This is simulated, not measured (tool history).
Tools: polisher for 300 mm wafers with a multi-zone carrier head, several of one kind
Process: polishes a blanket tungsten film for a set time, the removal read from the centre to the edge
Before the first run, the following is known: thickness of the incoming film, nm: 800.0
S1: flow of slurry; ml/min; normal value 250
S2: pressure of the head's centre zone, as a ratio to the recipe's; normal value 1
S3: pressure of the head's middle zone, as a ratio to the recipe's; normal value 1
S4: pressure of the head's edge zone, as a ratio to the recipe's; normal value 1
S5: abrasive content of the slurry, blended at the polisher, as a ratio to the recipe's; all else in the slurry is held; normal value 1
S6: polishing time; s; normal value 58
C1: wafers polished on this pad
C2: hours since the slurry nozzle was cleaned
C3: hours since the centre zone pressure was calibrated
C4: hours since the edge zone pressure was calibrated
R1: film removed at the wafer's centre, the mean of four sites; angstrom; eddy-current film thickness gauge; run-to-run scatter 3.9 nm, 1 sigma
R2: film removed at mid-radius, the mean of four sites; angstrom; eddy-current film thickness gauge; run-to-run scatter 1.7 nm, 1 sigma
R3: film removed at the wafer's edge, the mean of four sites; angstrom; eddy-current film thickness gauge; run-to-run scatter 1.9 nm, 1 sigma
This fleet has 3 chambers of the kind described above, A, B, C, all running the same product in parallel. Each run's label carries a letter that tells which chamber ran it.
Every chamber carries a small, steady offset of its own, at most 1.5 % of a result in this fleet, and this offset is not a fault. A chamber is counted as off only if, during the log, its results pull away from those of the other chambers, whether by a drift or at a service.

{"hour": 9.5, "done": "chamber C: worn pad replaced by a new one"}
{"run": "1C", "hour": 9.7, "S1": 250, "S2": 1, "S3": 1, "S4": 1, "S5": 1, "S6": 58, "C1": 2, "C2": 199.9, "C3": 280.7, "C4": 1012.8, "R1": 2628.5, "R2": 2625.1, "R3": 2636.7}
{"run": "2B", "hour": 14.3, "S1": 250, "S2": 1, "S3": 1, "S4": 1, "S5": 1, "S6": 58, "C1": 841, "C2": 234.3, "C3": 215.7, "C4": 207.7, "R1": 2688.9, "R2": 2681.6, "R3": 2669.6}
{"run": "3A", "hour": 22.3, "S1": 250, "S2": 1, "S3": 1, "S4": 1, "S5": 1, "S6": 58, "C1": 521, "C2": 32.4, "C3": 225, "C4": 539.6, "R1": 2719.5, "R2": 2599, "R3": 2590.5}
{"run": "4C", "hour": 30.0, "S1": 250, "S2": 1, "S3": 1, "S4": 1, "S5": 1, "S6": 58, "C1": 229, "C2": 220.2, "C3": 301, "C4": 1033.1, "R1": 2639.8, "R2": 2620.3, "R3": 2685}
{"run": "5B", "hour": 37.1, "S1": 250, "S2": 1, "S3": 1, "S4": 1, "S5": 1, "S6": 58, "C1": 1095, "C2": 257.1, "C3": 238.5, "C4": 230.5, "R1": 2655.1, "R2": 2697, "R3": 2633.5}
{"run": "6A", "hour": 44.6, "S1": 250, "S2": 1, "S3": 1, "S4": 1, "S5": 1, "S6": 58, "C1": 770, "C2": 54.7, "C3": 247.3, "C4": 561.9, "R1": 2637.3, "R2": 2565.3, "R3": 2555}
{"run": "7B", "hour": 51.8, "S1": 250, "S2": 0.92, "S3": 1, "S4": 1, "S5": 1, "S6": 39, "C1": 1259, "C2": 271.8, "C3": 253.2, "C4": 245.2, "R1": 1620.5, "R2": 1807.4, "R3": 1810.2}
{"run": "8C", "hour": 57.6, "S1": 250, "S2": 0.92, "S3": 1, "S4": 1, "S5": 1, "S6": 39, "C1": 537, "C2": 247.8, "C3": 328.6, "C4": 1060.7, "R1": 1572.8, "R2": 1774.7, "R3": 1792.9}
{"run": "9A", "hour": 62.9, "S1": 250, "S2": 0.92, "S3": 1, "S4": 1, "S5": 1, "S6": 39, "C1": 974, "C2": 73, "C3": 265.6, "C4": 580.2, "R1": 1528.3, "R2": 1715.3, "R3": 1719.4}
{"run": "10B", "hour": 71.1, "S1": 250, "S2": 1, "S3": 1, "S4": 1, "S5": 1, "S6": 58, "C1": 1475, "C2": 291.1, "C3": 272.5, "C4": 264.5, "R1": 2705.5, "R2": 2667.3, "R3": 2651.6}
{"run": "11C", "hour": 79.7, "S1": 250, "S2": 1, "S3": 1, "S4": 1, "S5": 1, "S6": 58, "C1": 784, "C2": 269.9, "C3": 350.7, "C4": 1082.8, "R1": 2663, "R2": 2641.4, "R3": 2713.2}
{"run": "12A", "hour": 86.5, "S1": 250, "S2": 1, "S3": 1, "S4": 1, "S5": 1, "S6": 58, "C1": 1238, "C2": 96.6, "C3": 289.2, "C4": 603.8, "R1": 2533.6, "R2": 2471.6, "R3": 2503.8}
{"hour": 87.8, "done": "chamber B: worn pad replaced by a new one"}
{"run": "13C", "hour": 92.8, "S1": 250, "S2": 1, "S3": 1, "S4": 1, "S5": 1, "S6": 58, "C1": 930, "C2": 283, "C3": 363.8, "C4": 1095.9, "R1": 2616.2, "R2": 2628.6, "R3": 2664.7}
{"run": "14A", "hour": 98.1, "S1": 250, "S2": 1, "S3": 1, "S4": 1, "S5": 1, "S6": 58, "C1": 1367, "C2": 108.2, "C3": 300.8, "C4": 615.4, "R1": 2509.4, "R2": 2462.5, "R3": 2490.2}
{"hour": 101.7, "done": "chamber C: edge zone pressure recalibrated"}
{"run": "15B", "hour": 104.2, "S1": 285, "S2": 1, "S3": 1, "S4": 1, "S5": 1, "S6": 58, "C1": 184, "C2": 324.2, "C3": 305.6, "C4": 297.6, "R1": 2660.8, "R2": 2714.9, "R3": 2710.7}
{"run": "16A", "hour": 110.6, "S1": 285, "S2": 1, "S3": 1, "S4": 1, "S5": 1, "S6": 58, "C1": 1507, "C2": 120.7, "C3": 313.3, "C4": 627.9, "R1": 2504.3, "R2": 2486.7, "R3": 2487.7}
{"hour": 114.7, "done": "chamber C: worn pad replaced by a new one"}
{"run": "17C", "hour": 115.2, "S1": 285, "S2": 1, "S3": 1, "S4": 1, "S5": 1, "S6": 58, "C1": 6, "C2": 305.4, "C3": 386.2, "C4": 13.6, "R1": 2645.2, "R2": 2682.3, "R3": 2704.6}
{"run": "18B", "hour": 123.7, "S1": 250, "S2": 1, "S3": 0.95, "S4": 0.89, "S5": 1, "S6": 58, "C1": 401, "C2": 343.7, "C3": 325.1, "C4": 317.1, "R1": 2704.9, "R2": 2542.4, "R3": 2501.8}
{"run": "19A", "hour": 133.4, "S1": 250, "S2": 1, "S3": 0.95, "S4": 0.89, "S5": 1, "S6": 58, "C1": 1761, "C2": 143.5, "C3": 336.1, "C4": 650.7, "R1": 2468.1, "R2": 2292.9, "R3": 2279.2}
{"run": "20B", "hour": 137.9, "S1": 250, "S2": 1, "S3": 0.95, "S4": 0.89, "S5": 1, "S6": 58, "C1": 560, "C2": 357.9, "C3": 339.3, "C4": 331.3, "R1": 2667.3, "R2": 2522.6, "R3": 2478.4}
{"hour": 141.7, "done": "chamber A: edge zone pressure recalibrated"}
{"run": "21C", "hour": 142.9, "S1": 250, "S2": 1, "S3": 1, "S4": 1, "S5": 1, "S6": 58, "C1": 315, "C2": 333.1, "C3": 413.9, "C4": 41.3, "R1": 2669.5, "R2": 2649.2, "R3": 2653.7}
{"run": "22A", "hour": 148.6, "S1": 250, "S2": 1, "S3": 1, "S4": 1, "S5": 1, "S6": 58, "C1": 1931, "C2": 158.7, "C3": 351.3, "C4": 6.9, "R1": 2422.5, "R2": 2395, "R3": 2363.3}
{"run": "23B", "hour": 152.9, "S1": 250, "S2": 1, "S3": 1, "S4": 1, "S5": 1, "S6": 58, "C1": 727, "C2": 372.9, "C3": 354.3, "C4": 346.3, "R1": 2685, "R2": 2684.7, "R3": 2622.4}
{"run": "24C", "hour": 159.1, "S1": 250, "S2": 1, "S3": 1, "S4": 1, "S5": 1, "S6": 58, "C1": 496, "C2": 349.3, "C3": 430.1, "C4": 57.5, "R1": 2693.1, "R2": 2638.7, "R3": 2674.7}

Predict what each chamber gives when all 3 of them run the settings below next.
{"run": "25A", "hour": 166.0, "S1": 250, "S2": 1, "S3": 1, "S4": 1.05, "S5": 1, "S6": 58, "R1": "?", "R2": "?", "R3": "?"}
{"run": "25B", "hour": 166.0, "S1": 250, "S2": 1, "S3": 1, "S4": 1.05, "S5": 1, "S6": 58, "R1": "?", "R2": "?", "R3": "?"}
{"run": "25C", "hour": 166.0, "S1": 250, "S2": 1, "S3": 1, "S4": 1.05, "S5": 1, "S6": 58, "R1": "?", "R2": "?", "R3": "?"}

run=25A R1=2430.4 R2=2325.9 R3=2412.1
run=25B R1=2626.5 R2=2710.5 R3=2736.3
run=25C R1=2697.4 R2=2625.1 R3=2749.7

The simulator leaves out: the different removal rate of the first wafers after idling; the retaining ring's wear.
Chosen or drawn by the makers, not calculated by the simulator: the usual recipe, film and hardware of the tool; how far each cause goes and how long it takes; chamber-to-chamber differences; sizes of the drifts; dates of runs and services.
